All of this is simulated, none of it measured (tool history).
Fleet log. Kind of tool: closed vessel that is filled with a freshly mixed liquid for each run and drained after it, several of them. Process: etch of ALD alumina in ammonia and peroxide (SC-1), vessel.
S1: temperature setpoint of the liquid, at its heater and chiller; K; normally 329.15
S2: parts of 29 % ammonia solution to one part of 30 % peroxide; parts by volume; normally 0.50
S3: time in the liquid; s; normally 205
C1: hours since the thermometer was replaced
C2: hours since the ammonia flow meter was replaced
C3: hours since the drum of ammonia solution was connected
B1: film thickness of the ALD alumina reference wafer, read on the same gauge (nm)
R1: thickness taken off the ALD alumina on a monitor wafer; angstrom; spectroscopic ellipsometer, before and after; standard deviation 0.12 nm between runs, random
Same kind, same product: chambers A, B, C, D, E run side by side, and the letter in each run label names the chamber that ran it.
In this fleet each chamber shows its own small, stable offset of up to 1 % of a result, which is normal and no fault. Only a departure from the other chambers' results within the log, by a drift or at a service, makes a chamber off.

run,hour,S1,S2,S3,C1,C2,C3,B1,R1
1B,4.7,329.15,0.50,205,177.0,354.8,188.2,29.993,141.630
2D,8.9,329.15,0.50,205,225.0,152.3,404.4,29.997,141.510
3C,13.4,329.15,0.50,205,839.0,390.2,390.6,30.005,143.240
4A,17.7,329.15,0.50,205,1615.3,993.7,195.3,29.999,142.610
5E,23.2,329.15,0.50,205,362.0,179.8,531.3,30.007,143.430
6C,27.3,329.15,0.50,205,852.9,404.1,404.5,30.005,144.500
# hour 28.4: chamber C: new drum of ammonia solution connected
7D,32.7,329.15,0.50,205,248.8,176.1,428.2,30.003,143.280
8E,39.0,329.15,0.50,205,377.8,195.6,547.1,29.990,143.500
9B,44.8,329.15,0.50,205,217.1,394.9,228.3,30.023,140.150
10A,49.6,329.15,0.50,205,1647.2,1025.6,227.2,30.011,144.370
11A,52.6,329.15,0.50,205,1650.2,1028.6,230.2,29.995,147.330
12D,55.7,329.15,0.50,205,271.8,199.1,451.2,30.000,144.030
13E,59.3,329.15,0.50,245,398.1,215.9,567.4,30.002,173.580
14C,65.5,329.15,0.50,245,891.1,442.3,37.2,30.009,169.800
15B,70.1,329.15,0.50,245,242.4,420.2,253.6,29.997,169.790
16D,76.3,329.15,0.50,245,292.4,219.7,471.8,30.013,171.210
17C,83.2,329.15,0.50,245,908.8,460.0,54.9,30.011,172.480
18A,87.6,329.15,0.50,205,1685.2,1063.6,265.2,30.012,145.140
19B,91.8,329.15,0.50,205,264.1,441.9,275.3,29.996,144.120
20E,97.0,329.15,0.50,205,435.8,253.6,605.1,30.010,143.140
21A,100.6,329.15,0.50,205,1698.2,1076.6,278.2,30.008,143.610
22B,106.6,329.15,0.50,205,278.9,456.7,290.1,29.989,146.230
# hour 111.3: chamber C: ammonia flow meter replaced
23D,113.0,329.15,0.50,205,329.1,256.4,508.5,29.986,144.200
24C,119.2,329.15,0.50,205,944.8,8.0,90.9,29.995,140.470
25E,125.4,329.15,0.50,205,464.2,282.0,633.5,29.986,143.550
26A,131.3,329.15,0.50,205,1728.9,1107.3,308.9,29.994,144.180
27C,135.6,329.15,0.50,205,961.2,24.4,107.3,29.998,143.690
28B,141.7,329.15,0.50,205,314.0,491.8,325.2,30.026,146.720
29E,148.1,329.15,0.50,205,486.9,304.7,656.2,29.994,144.090
30D,154.0,329.15,0.65,115,370.1,297.4,549.5,29.975,81.663
31B,158.4,329.15,0.65,115,330.7,508.5,341.9,30.009,87.403
32A,161.7,329.15,0.65,115,1759.3,1137.7,339.3,30.017,84.108
33C,167.2,329.15,0.65,115,992.8,56.0,138.9,30.018,82.595
34D,171.6,329.15,0.65,115,387.7,315.0,567.1,29.990,82.803
35E,177.4,329.15,0.50,205,516.2,334.0,685.5,30.015,146.440
36D,182.4,329.15,0.50,205,398.5,325.8,577.9,29.992,143.540
37B,185.7,329.15,0.50,205,358.0,535.8,369.2,30.002,151.620
38C,189.6,329.15,0.50,205,1015.2,78.4,161.3,30.003,143.860
39E,195.7,329.15,0.50,205,534.5,352.3,703.8,30.005,142.810
40A,200.6,329.15,0.50,205,1798.2,1176.6,378.2,30.007,144.910
41A,205.4,329.15,0.50,205,1803.0,1181.4,383.0,29.988,146.110
42E,208.3,329.15,0.70,115,547.1,364.9,716.4,29.985,83.110

What goes on in this fleet: one chamber off, a drifting gauge, or nothing beyond the chambers' own small offsets? Name the chamber and the cause, if any.

One chamber, B, drifts off from the rest bit by bit.
Likeliest cause: liquid hotter than its thermometer reads (K) = 1.64.

Which of the 4 candidates below, each the usual settings with something changed and its results left as question marks, puts chamber B back in line with what the other chambers give on the usual settings?
Allowed miss from the other chambers' usual-settings mean, per result, to count as in line: R1 4.100 angstrom
43B-1,213.3,329.15,0.50,220,,,,,?
43B-2,213.3,329.65,0.50,205,,,,,?
43B-3,213.3,329.15,0.50,200,,,,,?
43B-4,213.3,328.65,0.50,195,,,,,?

On the usual settings, the other chambers give on average: R1 143.540 angstrom
run,R1
43B-1,165.970
43B-2,158.650
43B-3,150.880
43B-4,143.310
43B-4 puts the chamber back in line with the other chambers.

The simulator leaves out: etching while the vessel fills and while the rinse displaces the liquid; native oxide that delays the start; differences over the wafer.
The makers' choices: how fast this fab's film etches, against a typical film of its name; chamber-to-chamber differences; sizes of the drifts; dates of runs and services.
